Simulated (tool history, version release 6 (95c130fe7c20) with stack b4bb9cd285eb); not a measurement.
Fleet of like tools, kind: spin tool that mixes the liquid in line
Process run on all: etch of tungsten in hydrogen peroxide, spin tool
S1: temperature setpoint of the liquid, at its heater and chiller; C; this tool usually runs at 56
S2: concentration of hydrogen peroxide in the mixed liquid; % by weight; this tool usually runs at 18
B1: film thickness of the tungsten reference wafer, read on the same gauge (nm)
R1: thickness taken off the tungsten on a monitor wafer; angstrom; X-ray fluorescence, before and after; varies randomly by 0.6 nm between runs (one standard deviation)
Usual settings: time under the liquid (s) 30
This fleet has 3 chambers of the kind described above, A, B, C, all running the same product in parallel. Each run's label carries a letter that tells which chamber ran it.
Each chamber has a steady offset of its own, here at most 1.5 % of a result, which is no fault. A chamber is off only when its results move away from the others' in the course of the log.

Run 1B, hour 3.2: usual settings; B1 149.99. Result: R1 633.62 angstrom.
Run 2C, hour 8.7: usual settings; B1 150. Result: R1 636.25 angstrom.
Run 3A, hour 14.7: usual settings; B1 149.97. Result: R1 637.31 angstrom.
Run 4A, hour 20.8: usual settings; B1 149.99. Result: R1 642.05 angstrom.
Run 5B, hour 25.7: usual settings but S2 14.5 % by weight, time under the liquid (s) 25; B1 150.01. Result: R1 475.9 angstrom.
Run 6C, hour 30.7: usual settings but S2 14.5 % by weight, time under the liquid (s) 25; B1 150.03. Result: R1 474.03 angstrom.
Run 7B, hour 36.4: usual settings but S2 14.5 % by weight, time under the liquid (s) 25; B1 150.01. Result: R1 473.85 angstrom.
Run 8A, hour 41.2: usual settings but S2 20 % by weight, time under the liquid (s) 45; B1 149.97. Result: R1 1029.3 angstrom.
Run 9C, hour 46.5: usual settings but S2 20 % by weight, time under the liquid (s) 45; B1 150. Result: R1 998.14 angstrom.
Run 10B, hour 50: usual settings but S2 20 % by weight, time under the liquid (s) 45; B1 150. Result: R1 1022.9 angstrom.
At hour 54.8: chamber B: thermometer replaced.
Run 11A, hour 55.8: usual settings; B1 149.99. Result: R1 653.84 angstrom.
Run 12C, hour 61.1: usual settings; B1 150.01. Result: R1 624.63 angstrom.
Run 13A, hour 65.9: usual settings but S2 23 % by weight; B1 150. Result: R1 740.92 angstrom.
Run 14B, hour 69.8: usual settings but S2 23 % by weight; B1 149.98. Result: R1 713.79 angstrom.
Run 15C, hour 74.9: usual settings but S2 23 % by weight; B1 149.99. Result: R1 733.82 angstrom.
Run 16A, hour 81.2: usual settings; B1 149.99. Result: R1 647.52 angstrom.
Run 17C, hour 85: usual settings; B1 149.99. Result: R1 634.92 angstrom.
Run 18B, hour 89.1: usual settings; B1 150. Result: R1 637.94 angstrom.
Run 19C, hour 95.8: usual settings; B1 149.99. Result: R1 642.66 angstrom.
Run 20B, hour 102.2: usual settings; B1 150.01. Result: R1 633.46 angstrom.
Run 21A, hour 108.3: usual settings; B1 150. Result: R1 659.77 angstrom.
Run 22C, hour 113.8: usual settings; B1 150.01. Result: R1 632.21 angstrom.
Run 23B, hour 119.4: usual settings; B1 150.03. Result: R1 633.97 angstrom.
Run 24A, hour 125: usual settings; B1 149.97. Result: R1 675.63 angstrom.
Run 25C, hour 129.3: usual settings; B1 150.01. Result: R1 635.61 angstrom.
Run 26A, hour 134.7: usual settings; B1 150.01. Result: R1 674.88 angstrom.
Run 27B, hour 141.1: usual settings; B1 150.01. Result: R1 629.68 angstrom.
Run 28B, hour 144.4: usual settings; B1 150. Result: R1 629.86 angstrom.
Run 29A, hour 149.4: usual settings; B1 149.98. Result: R1 682.73 angstrom.

Is one chamber off against the others, does the gauge drift, or is nothing wrong? If a chamber is off, say which, and what the likeliest cause is.

Little by little, chamber A moves away from the other chambers.
What lies behind it: liquid hotter than its thermometer reads (K) = 1.08.
The log may not tell that from: peroxide flow above the setpoint (%).

Chamber A could run next with any of the 4 candidate recipes listed below; each alters the usual settings, and their results appear as question marks. Which one brings its results back in line with what the other chambers deliver on the usual settings?
In line here means within this much of the mean the other chambers give on the usual settings: R1 21 angstrom
Run 30A-1, hour 154.3: usual settings but S1 54.5 C. Result: R1 ?.
Run 30A-2, hour 154.3: usual settings but S2 13.5 % by weight. Result: R1 ?.
Run 30A-3, hour 154.3: usual settings but S2 21 % by weight. Result: R1 ?.
Run 30A-4, hour 154.3: usual settings but S1 58.5 C. Result: R1 ?.

The other chambers' mean on the usual settings: R1 634.52 angstrom
  run      R1
30A-1  632.64
30A-2  596.61
30A-3  746.04
30A-4   797.1
30A-1 puts the chamber back in line with the other chambers.

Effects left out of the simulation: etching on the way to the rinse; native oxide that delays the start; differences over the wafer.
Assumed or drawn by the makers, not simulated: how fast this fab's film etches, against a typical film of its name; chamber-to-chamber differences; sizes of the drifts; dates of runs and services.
